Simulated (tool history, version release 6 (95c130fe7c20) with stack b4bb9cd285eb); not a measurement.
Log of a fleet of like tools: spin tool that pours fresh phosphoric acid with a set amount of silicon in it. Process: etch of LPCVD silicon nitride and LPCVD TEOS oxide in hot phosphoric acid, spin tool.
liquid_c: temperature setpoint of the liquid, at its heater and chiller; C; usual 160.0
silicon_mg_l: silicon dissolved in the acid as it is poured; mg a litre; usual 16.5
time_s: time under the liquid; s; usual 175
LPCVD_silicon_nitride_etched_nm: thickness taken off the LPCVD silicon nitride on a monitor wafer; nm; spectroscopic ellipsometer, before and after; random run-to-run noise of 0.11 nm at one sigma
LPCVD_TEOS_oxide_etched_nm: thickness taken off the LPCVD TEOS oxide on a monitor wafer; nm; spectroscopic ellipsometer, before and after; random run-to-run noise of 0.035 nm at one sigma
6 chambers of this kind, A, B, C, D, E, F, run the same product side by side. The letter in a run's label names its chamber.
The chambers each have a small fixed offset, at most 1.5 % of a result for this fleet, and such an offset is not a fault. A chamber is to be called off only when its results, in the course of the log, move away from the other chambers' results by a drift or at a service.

run	day	liquid_c	silicon_mg_l	time_s	hours since the thermometer was replaced	hours since the dissolved silicon flow meter was replaced	hours since the heated supply line was repaired	read-back film thickness of the LPCVD silicon nitride reference wafer, read on the same gauge (nm)	read-back film thickness of the LPCVD TEOS oxide reference wafer, read on the same gauge (nm)	LPCVD_silicon_nitride_etched_nm	LPCVD_TEOS_oxide_etched_nm
1E	0.250	160.0	16.5	175	2646.8	173.4	558.4	50.012	100.020	16.162	0.59901
2F	0.504	160.0	16.5	175	314.6	830.9	1254.1	50.044	99.998	16.130	0.64232
3B	0.775	160.0	16.5	175	1569.1	152.7	213.1	50.021	99.972	16.299	0.59597
# day 0.879: chamber D: thermometer replaced
4C	1.004	160.0	16.5	175	1740.0	1278.4	342.9	50.018	100.000	16.254	0.61580
5A	1.171	160.0	16.5	175	413.9	76.1	237.6	49.977	100.020	16.039	0.63930
6D	1.429	160.0	16.5	175	13.2	585.4	817.8	49.998	99.940	16.166	0.65183
7E	1.683	160.0	16.5	175	2681.2	207.8	592.8	49.996	100.000	16.154	0.69196
8A	1.867	160.0	16.5	175	430.6	92.8	254.3	49.978	99.978	15.972	0.68388
9C	2.092	160.0	6.5	265	1766.1	1304.5	369.0	50.006	100.010	24.441	1.26100
10F	2.296	160.0	6.5	265	357.6	873.9	1297.1	50.010	100.010	24.820	1.33450
11D	2.450	160.0	6.5	265	37.7	609.9	842.3	49.981	99.994	24.619	1.22770
12B	2.712	160.0	6.5	265	1615.6	199.2	259.6	50.019	100.000	24.115	1.15320
13A	2.846	160.0	6.5	265	454.1	116.3	277.8	49.966	99.995	24.261	1.14370
14D	2.992	160.0	6.5	265	50.7	622.9	855.3	49.978	99.957	24.346	1.19590
15F	3.146	160.0	16.5	175	378.0	894.3	1317.5	50.007	99.977	16.172	0.63261
16B	3.308	160.0	16.5	175	1629.9	213.5	273.9	49.971	100.020	16.142	0.62876
17E	3.504	160.0	16.5	175	2724.9	251.5	636.5	50.022	99.994	16.209	0.64639
18C	3.700	160.0	16.5	175	1804.7	1343.1	407.6	49.996	99.969	16.207	0.57543
19A	3.946	160.0	16.5	175	480.5	142.7	304.2	49.968	99.981	15.876	0.67371
20D	4.096	160.0	16.5	175	77.2	649.4	881.8	50.025	100.020	15.994	0.68297
21E	4.362	160.0	16.5	175	2745.5	272.1	657.1	50.009	100.030	16.362	0.62106
22C	4.562	160.0	16.5	175	1825.4	1363.8	428.3	49.976	100.040	15.919	0.59019
23B	4.746	160.0	16.5	175	1664.4	248.0	308.4	49.996	100.020	16.087	0.70213
24F	4.917	160.0	16.5	175	420.5	936.8	1360.0	49.974	100.000	16.077	0.63839
25F	5.188	160.0	16.5	130	427.0	943.3	1366.5	50.020	100.020	12.120	0.46091
26C	5.446	160.0	16.5	130	1846.6	1385.0	449.5	50.047	99.971	11.962	0.47030
# day 5.588: chamber E: thermometer replaced
27E	5.646	160.0	16.5	130	1.4	302.9	687.9	49.990	100.010	11.804	0.45304
28B	5.821	160.0	16.5	130	1690.2	273.8	334.2	49.984	100.020	12.019	0.45202
29A	6.100	160.0	16.5	130	532.2	194.4	355.9	50.006	99.979	12.034	0.52743
30D	6.296	160.0	16.5	130	130.0	702.2	934.6	49.997	100.010	12.001	0.43213
31F	6.500	160.0	16.5	175	458.5	974.8	1398.0	50.017	100.030	15.953	0.67499
# day 6.621: chamber C: dissolved silicon flow meter replaced
32B	6.662	160.0	16.5	175	1710.4	294.0	354.4	49.999	100.010	16.221	0.65242
33C	6.804	160.0	16.5	175	1879.2	4.4	482.1	50.019	100.000	15.971	0.69856
34E	7.029	162.5	16.5	245	34.6	336.1	721.1	49.989	100.030	24.548	1.06710
35D	7.212	162.5	16.5	245	152.0	724.2	956.6	50.033	99.978	24.574	1.12260
36A	7.492	162.5	16.5	245	565.6	227.8	389.3	50.011	99.992	24.243	1.18750
37E	7.671	162.5	16.5	245	50.0	351.5	736.5	49.979	99.992	24.481	1.06630

What goes on in this fleet: one chamber off, a drifting gauge, or nothing beyond the chambers' own small offsets? Name the chamber and the cause, if any.

No chamber stands off beyond its own small offset, and the gauge holds steady.
